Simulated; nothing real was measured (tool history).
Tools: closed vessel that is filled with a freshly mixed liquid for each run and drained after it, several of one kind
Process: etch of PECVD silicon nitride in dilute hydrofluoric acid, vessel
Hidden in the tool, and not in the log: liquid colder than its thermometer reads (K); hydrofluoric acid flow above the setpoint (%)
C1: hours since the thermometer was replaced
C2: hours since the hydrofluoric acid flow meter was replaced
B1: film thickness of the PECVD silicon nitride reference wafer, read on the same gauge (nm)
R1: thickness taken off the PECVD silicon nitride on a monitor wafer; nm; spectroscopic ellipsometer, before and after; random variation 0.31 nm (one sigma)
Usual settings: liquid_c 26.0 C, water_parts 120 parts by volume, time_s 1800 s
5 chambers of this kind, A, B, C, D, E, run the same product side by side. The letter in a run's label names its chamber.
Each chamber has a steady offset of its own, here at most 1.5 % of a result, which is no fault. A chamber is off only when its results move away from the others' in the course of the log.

run 1D hour=8.1 | liquid_c=26.0 water_parts=120 time_s=1800 | C1=760.0 C2=293.5 | B1=120.01 | R1=40.176
run 2E hour=23.6 | liquid_c=26.0 water_parts=120 time_s=1800 | C1=1467.8 C2=636.1 | B1=120.00 | R1=40.576
run 3A hour=35.0 | liquid_c=26.0 water_parts=120 time_s=1800 | C1=881.2 C2=2031.6 | B1=120.00 | R1=40.629
run 4C hour=42.7 | liquid_c=26.0 water_parts=120 time_s=1800 | C1=490.4 C2=459.2 | B1=120.01 | R1=40.407
run 5B hour=55.9 | liquid_c=26.0 water_parts=120 time_s=1800 | C1=1054.6 C2=1302.1 | B1=119.99 | R1=40.247
run 6B hour=65.2 | liquid_c=26.0 water_parts=120 time_s=1800 | C1=1063.9 C2=1311.4 | B1=120.00 | R1=39.812
-- hour=72.7 chamber D: thermometer replaced
run 7A hour=76.1 | liquid_c=26.0 water_parts=120 time_s=1800 | C1=922.3 C2=2072.7 | B1=119.99 | R1=41.069
run 8D hour=90.0 | liquid_c=26.0 water_parts=120 time_s=1800 | C1=17.3 C2=375.4 | B1=120.01 | R1=40.133
run 9C hour=106.1 | liquid_c=26.0 water_parts=120 time_s=1800 | C1=553.8 C2=522.6 | B1=120.00 | R1=39.644
run 10E hour=114.6 | liquid_c=26.0 water_parts=120 time_s=1800 | C1=1558.8 C2=727.1 | B1=119.95 | R1=40.610
run 11A hour=124.1 | liquid_c=26.0 water_parts=120 time_s=1800 | C1=970.3 C2=2120.7 | B1=119.94 | R1=41.298
run 12C hour=133.4 | liquid_c=26.0 water_parts=100 time_s=1800 | C1=581.1 C2=549.9 | B1=119.98 | R1=47.998
run 13B hour=142.8 | liquid_c=26.0 water_parts=100 time_s=1800 | C1=1141.5 C2=1389.0 | B1=120.06 | R1=47.575
run 14E hour=151.3 | liquid_c=26.0 water_parts=100 time_s=1800 | C1=1595.5 C2=763.8 | B1=119.99 | R1=48.424
run 15D hour=164.2 | liquid_c=26.0 water_parts=100 time_s=1800 | C1=91.5 C2=449.6 | B1=119.99 | R1=48.438
run 16E hour=178.6 | liquid_c=26.0 water_parts=100 time_s=1800 | C1=1622.8 C2=791.1 | B1=120.00 | R1=48.152
run 17A hour=193.2 | liquid_c=26.0 water_parts=120 time_s=1800 | C1=1039.4 C2=2189.8 | B1=119.99 | R1=41.495
run 18B hour=201.7 | liquid_c=26.0 water_parts=120 time_s=1800 | C1=1200.4 C2=1447.9 | B1=120.04 | R1=39.054
run 19D hour=210.5 | liquid_c=26.0 water_parts=120 time_s=2230 | C1=137.8 C2=495.9 | B1=119.99 | R1=49.869
run 20C hour=225.0 | liquid_c=26.0 water_parts=120 time_s=2230 | C1=672.7 C2=641.5 | B1=119.95 | R1=49.873
run 21C hour=239.3 | liquid_c=26.0 water_parts=120 time_s=2230 | C1=687.0 C2=655.8 | B1=120.01 | R1=49.265
run 22A hour=247.7 | liquid_c=26.0 water_parts=120 time_s=2230 | C1=1093.9 C2=2244.3 | B1=119.97 | R1=50.390
run 23E hour=263.3 | liquid_c=26.0 water_parts=120 time_s=2230 | C1=1707.5 C2=875.8 | B1=120.01 | R1=49.590
run 24B hour=273.8 | liquid_c=26.0 water_parts=120 time_s=1800 | C1=1272.5 C2=1520.0 | B1=120.01 | R1=38.070
run 25D hour=280.9 | liquid_c=26.0 water_parts=120 time_s=1800 | C1=208.2 C2=566.3 | B1=119.98 | R1=40.508
run 26B hour=291.8 | liquid_c=26.0 water_parts=170 time_s=1465 | C1=1290.5 C2=1538.0 | B1=120.03 | R1=22.262
-- hour=298.8 chamber A: hydrofluoric acid flow meter replaced
run 27E hour=301.1 | liquid_c=26.0 water_parts=170 time_s=1465 | C1=1745.3 C2=913.6 | B1=120.02 | R1=23.072
run 28A hour=313.9 | liquid_c=26.0 water_parts=170 time_s=1465 | C1=1160.1 C2=15.1 | B1=120.01 | R1=23.672
run 29D hour=322.2 | liquid_c=26.0 water_parts=170 time_s=1465 | C1=249.5 C2=607.6 | B1=119.99 | R1=23.258
run 30C hour=338.2 | liquid_c=26.0 water_parts=170 time_s=1465 | C1=785.9 C2=754.7 | B1=120.03 | R1=23.066
run 31B hour=351.8 | liquid_c=26.0 water_parts=120 time_s=1800 | C1=1350.5 C2=1598.0 | B1=120.03 | R1=37.936
run 32E hour=358.8 | liquid_c=26.0 water_parts=120 time_s=1800 | C1=1803.0 C2=971.3 | B1=119.95 | R1=39.943
run 33C hour=370.2 | liquid_c=26.0 water_parts=120 time_s=1800 | C1=817.9 C2=786.7 | B1=120.01 | R1=40.020
run 34D hour=383.6 | liquid_c=26.0 water_parts=120 time_s=1800 | C1=310.9 C2=669.0 | B1=120.01 | R1=40.097
run 35A hour=395.0 | liquid_c=26.0 water_parts=75 time_s=1015 | C1=1241.2 C2=96.2 | B1=119.99 | R1=36.687
run 36B hour=411.1 | liquid_c=26.0 water_parts=75 time_s=1015 | C1=1409.8 C2=1657.3 | B1=119.95 | R1=33.127
run 37D hour=422.8 | liquid_c=26.0 water_parts=75 time_s=1015 | C1=350.1 C2=708.2 | B1=120.02 | R1=36.310
-- hour=428.0 chamber E: hydrofluoric acid flow meter replaced
run 38A hour=430.4 | liquid_c=26.0 water_parts=75 time_s=1015 | C1=1276.6 C2=131.6 | B1=120.00 | R1=36.928
run 39C hour=446.3 | liquid_c=26.0 water_parts=75 time_s=1015 | C1=894.0 C2=862.8 | B1=119.98 | R1=36.075
run 40E hour=458.9 | liquid_c=26.0 water_parts=120 time_s=1800 | C1=1903.1 C2=31.0 | B1=120.00 | R1=40.058
run 41D hour=466.0 | liquid_c=26.0 water_parts=120 time_s=1800 | C1=393.3 C2=751.4 | B1=120.03 | R1=40.532
run 42B hour=473.6 | liquid_c=26.0 water_parts=120 time_s=1800 | C1=1472.3 C2=1719.8 | B1=119.98 | R1=36.479
run 43E hour=485.9 | liquid_c=26.0 water_parts=120 time_s=1800 | C1=1930.1 C2=58.0 | B1=120.03 | R1=39.919
run 44C hour=495.9 | liquid_c=26.0 water_parts=120 time_s=1800 | C1=943.6 C2=912.4 | B1=120.01 | R1=40.199

Is one chamber off against the others, does the gauge drift, or is nothing wrong? If a chamber is off, say which, and what the likeliest cause is.

Chamber B drifts away from the others.
Cause: liquid colder than its thermometer reads (K) = 1.6.
The log may not tell that from: hydrofluoric acid flow below the setpoint (%).

Here are 4 candidates for chamber B's next run, each the usual settings with a change, their results left as question marks. Which one brings its results back in line with what the others give on the usual settings?
In line means no further than this from the other chambers' mean on the usual settings: R1 1.100 nm
run 45B-1 hour=507.6 | liquid_c=25.5 water_parts=130 time_s=1800 | R1=?
run 45B-2 hour=507.6 | liquid_c=27.5 water_parts=120 time_s=1800 | R1=?
run 45B-3 hour=507.6 | liquid_c=26.0 water_parts=125 time_s=1800 | R1=?
run 45B-4 hour=507.6 | liquid_c=26.0 water_parts=120 time_s=1845 | R1=?

The other chambers' mean on the usual settings: R1 40.299 nm
run=45B-1 R1=32.419
run=45B-2 R1=39.957
run=45B-3 R1=34.833
run=45B-4 R1=37.167
45B-2 brings the chamber back in line.

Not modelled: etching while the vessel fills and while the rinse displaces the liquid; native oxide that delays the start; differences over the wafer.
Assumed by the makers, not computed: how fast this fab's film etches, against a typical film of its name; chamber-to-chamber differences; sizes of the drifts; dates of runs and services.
